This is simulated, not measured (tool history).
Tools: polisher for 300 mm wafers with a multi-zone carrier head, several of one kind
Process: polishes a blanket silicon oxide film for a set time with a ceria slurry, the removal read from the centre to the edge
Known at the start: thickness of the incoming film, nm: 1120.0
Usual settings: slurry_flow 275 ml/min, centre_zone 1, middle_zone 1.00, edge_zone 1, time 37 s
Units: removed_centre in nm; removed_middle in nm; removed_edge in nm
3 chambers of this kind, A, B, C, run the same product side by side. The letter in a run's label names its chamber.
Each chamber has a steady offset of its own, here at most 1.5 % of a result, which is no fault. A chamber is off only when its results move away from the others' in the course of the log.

run   hour  slurry_flow  centre_zone  middle_zone  edge_zone  time  wafers polished on this pad  hours since the slurry nozzle was cleaned  hours since the centre zone pressure was calibrated  hours since the edge zone pressure was calibrated  removed_centre  removed_middle  removed_edge
 1C    6.2          275            1         1.00          1    37                          240                                      628.0                                                599.8                                              770.2          107.26          107.55        110.93
 2B   13.0          275            1         1.00          1    37                          257                                       99.6                                                268.0                                              680.5          111.36          106.40        107.01
 3A   19.7          275            1         1.00          1    37                          308                                      304.1                                                853.5                                              115.6          110.05          106.56        107.94
 4A   26.7          275            1         1.00          1    37                          393                                      311.1                                                860.5                                              122.6          108.12          108.44        106.93
 5C   32.7          275            1         1.00          1    37                          564                                      654.5                                                626.3                                              796.7          110.53          109.32        111.52
      34.4  -- chamber C: worn pad replaced by a new one
 6B   37.4          325            1         1.00          1    37                          556                                      124.0                                                292.4                                              704.9          111.90          111.93        111.54
 7A   44.0          325            1         1.00          1    37                          605                                      328.4                                                877.8                                              139.9          112.54          108.54        111.64
 8B   49.0          325            1         1.00          1    37                          698                                      135.6                                                304.0                                              716.5          110.58          112.37        109.11
 9C   56.2          275            1         1.00          1    37                          267                                      678.0                                                649.8                                              820.2          108.37          108.61        107.18
10C   63.6          275            1         1.00          1    37                          358                                      685.4                                                657.2                                              827.6          109.64          109.68        110.44
11B   68.3          275            1         1.00          1    45                          934                                      154.9                                                323.3                                              735.8          133.35          132.82        132.88
      70.1  -- chamber C: slurry nozzle cleaned
12A   73.4          275            1         1.00          1    45                          965                                      357.8                                                907.2                                              169.3          132.26          130.34        132.81
      75.2  -- chamber A: centre zone pressure recalibrated
13B   78.7          275            1         1.00          1    45                         1061                                      165.3                                                333.7                                              746.2          132.88          133.16        130.54
14C   83.9          240            1         1.00          1    37                          606                                       13.8                                                677.5                                              847.9          108.67          108.86        109.03
      88.0  -- chamber B: worn pad replaced by a new one
15A   91.1          240            1         1.00          1    37                         1182                                      375.5                                                 15.9                                              187.0          108.55          105.78        106.00
16A   95.4          240            1         1.00          1    37                         1235                                      379.8                                                 20.2                                              191.3          109.20          106.60        106.10
      96.0  -- chamber C: worn pad replaced by a new one
17C  101.2          275            1         1.00          1    37                           64                                       31.1                                                694.8                                              865.2          109.44          109.08        107.24
     103.5  -- chamber A: worn pad replaced by a new one
18B  107.9          275            1         1.00          1    37                          244                                      194.5                                                362.9                                              775.4          109.56          109.53        109.15
19C  112.0          275            1         1.08          1    37                          196                                       41.9                                                705.6                                              876.0          106.49          118.08        107.89
20A  119.8          275            1         1.08          1    37                          200                                      404.2                                                 44.6                                              215.7          111.09          116.46        107.35
21B  124.2          275            1         1.08          1    37                          444                                      210.8                                                379.2                                              791.7          109.04          117.19        108.10
22C  131.0          275            1         1.00          1    37                          429                                       60.9                                                724.6                                              895.0          107.03          109.93        109.97
     135.1  -- chamber A: slurry nozzle cleaned
23A  136.6          275            1         1.00          1    37                          406                                        1.6                                                 61.4                                              232.5          110.48          108.89        107.79
24B  143.0          275            1         1.00          1    37                          674                                      229.6                                                398.0                                              810.5          109.05          109.67        108.29
     144.7  -- chamber C: worn pad replaced by a new one
25C  150.3          275            1         1.00          1    37                           68                                       80.2                                                743.9                                              914.3          107.14          110.14        109.45
     152.9  -- chamber B: slurry nozzle cleaned
26A  155.1          275            1         1.00          1    37                          632                                       20.1                                                 79.9                                              251.0          107.69          107.14        108.61
27B  163.0          275            1         1.00          1    37                          919                                       10.1                                                418.0                                              830.5          109.88          110.03        108.16
28A  168.5          275            1         1.00          1    37                          796                                       33.5                                                 93.3                                              264.4          109.08          106.62        110.41
29B  176.3          275            1         1.00          1    37                         1082                                       23.4                                                431.3                                              843.8          109.04          110.07        106.48

All 3 chambers run these settings next. Forecast each chamber's results:
30A  182.0          275            1         1.00          1    37                                                                                                                                                                                               ?               ?             ?
30B  182.0          275            1         1.00          1    37                                                                                                                                                                                               ?               ?             ?
30C  182.0          275            1         1.00          1    37                                                                                                                                                                                               ?               ?             ?

run  removed_centre  removed_middle  removed_edge
30A          110.55          109.31        110.05
30B          109.75          109.13        106.66
30C          111.05          109.22        108.17
